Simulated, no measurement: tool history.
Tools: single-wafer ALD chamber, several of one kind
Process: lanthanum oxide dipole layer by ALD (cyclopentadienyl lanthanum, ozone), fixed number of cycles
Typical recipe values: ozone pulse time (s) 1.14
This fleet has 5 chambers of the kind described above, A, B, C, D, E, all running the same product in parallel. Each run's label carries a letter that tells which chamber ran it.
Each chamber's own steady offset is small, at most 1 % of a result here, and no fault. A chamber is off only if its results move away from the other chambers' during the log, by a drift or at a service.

run   hour  ozone pulse time (s)  hours since the last thermocouple change  hours since the last ozone generator service  read-back reference wafer on the same gauge, thickness_nm  mean film thickness on the monitor wafer (angstrom)
 1E    7.5                  1.14                                     905.3                                         319.7                                                    0.43008                                               5.1795
 2B   15.6                  1.14                                    1371.7                                         159.6                                                    0.43008                                               5.2058
 3C   20.3                  1.14                                     660.8                                         896.5                                                    0.42976                                               5.1739
 4D   29.2                  1.14                                     344.3                                         118.6                                                    0.43011                                               5.2226
 5A   35.1                  1.14                                    1208.0                                         955.6                                                    0.42989                                               5.2240
 6D   43.0                  0.97                                     358.1                                         132.4                                                    0.42995                                               4.9971
 7C   48.6                  0.97                                     689.1                                         924.8                                                    0.42982                                               4.9202
 8A   53.5                  0.97                                    1226.4                                         974.0                                                    0.42978                                               4.9812
 9E   57.6                  0.97                                     955.4                                         369.8                                                    0.43025                                               4.9474
10B   64.2                  0.97                                    1420.3                                         208.2                                                    0.42991                                               4.9666
11A   68.5                  1.14                                    1241.4                                         989.0                                                    0.42979                                               5.2198
12C   76.7                  0.92                                     717.2                                         952.9                                                    0.43000                                               4.8533
13E   82.0                  0.92                                     979.8                                         394.2                                                    0.42994                                               4.8656
14D   90.1                  0.92                                     405.2                                         179.5                                                    0.42986                                               4.9142
15B   98.4                  0.92                                    1454.5                                         242.4                                                    0.43037                                               4.8833
16A  102.4                  0.92                                    1275.3                                        1022.9                                                    0.43006                                               4.8989
17B  107.6                  1.14                                    1463.7                                         251.6                                                    0.42996                                               5.1911
18C  113.8                  1.14                                     754.3                                         990.0                                                    0.43020                                               5.1593
19E  121.7                  1.14                                    1019.5                                         433.9                                                    0.43003                                               5.1777
20D  126.5                  1.14                                     441.6                                         215.9                                                    0.42993                                               5.2121
21A  134.7                  1.14                                    1307.6                                        1055.2                                                    0.43003                                               5.1884
22D  140.0                  1.14                                     455.1                                         229.4                                                    0.43003                                               5.2198
23E  149.0                  1.14                                    1046.8                                         461.2                                                    0.43004                                               5.1922
24B  157.7                  1.14                                    1513.8                                         301.7                                                    0.42988                                               5.1797
25C  162.9                  1.14                                     803.4                                        1039.1                                                    0.43007                                               5.1743
     164.0  -- chamber A: ozone generator serviced
26D  167.6                  1.14                                     482.7                                         257.0                                                    0.42976                                               5.2135
27A  175.0                  0.80                                    1347.9                                          11.0                                                    0.42998                                               4.6479
28E  183.6                  0.80                                    1081.4                                         495.8                                                    0.42991                                               4.5990
29B  189.0                  0.80                                    1545.1                                         333.0                                                    0.42972                                               4.6331
30C  193.1                  0.80                                     833.6                                        1069.3                                                    0.42971                                               4.5888
31C  197.7                  0.80                                     838.2                                        1073.9                                                    0.42982                                               4.5881
32B  203.3                  1.14                                    1559.4                                         347.3                                                    0.43040                                               5.2178
33E  211.0                  1.14                                    1108.8                                         523.2                                                    0.42988                                               5.1767
     215.2  -- chamber E: thermocouple changed; heater temperature recalibrated
34D  217.3                  1.14                                     532.4                                         306.7                                                    0.43019                                               5.2174
35A  222.1                  1.33                                    1395.0                                          58.1                                                    0.43010                                               5.4109
36E  227.8                  1.33                                      12.7                                         540.0                                                    0.43012                                               5.3611
37D  232.4                  1.33                                     547.5                                         321.8                                                    0.43024                                               5.4033
38B  238.9                  1.33                                    1595.0                                         382.9                                                    0.42986                                               5.3976

Which is it: a chamber that has drifted or been left off by a service, a gauge drift common to all chambers, or only each chamber's usual small offset? If a chamber is off, name it and its likeliest cause.

Beyond each chamber's small constant offset nothing stands out, and the gauge stays steady.

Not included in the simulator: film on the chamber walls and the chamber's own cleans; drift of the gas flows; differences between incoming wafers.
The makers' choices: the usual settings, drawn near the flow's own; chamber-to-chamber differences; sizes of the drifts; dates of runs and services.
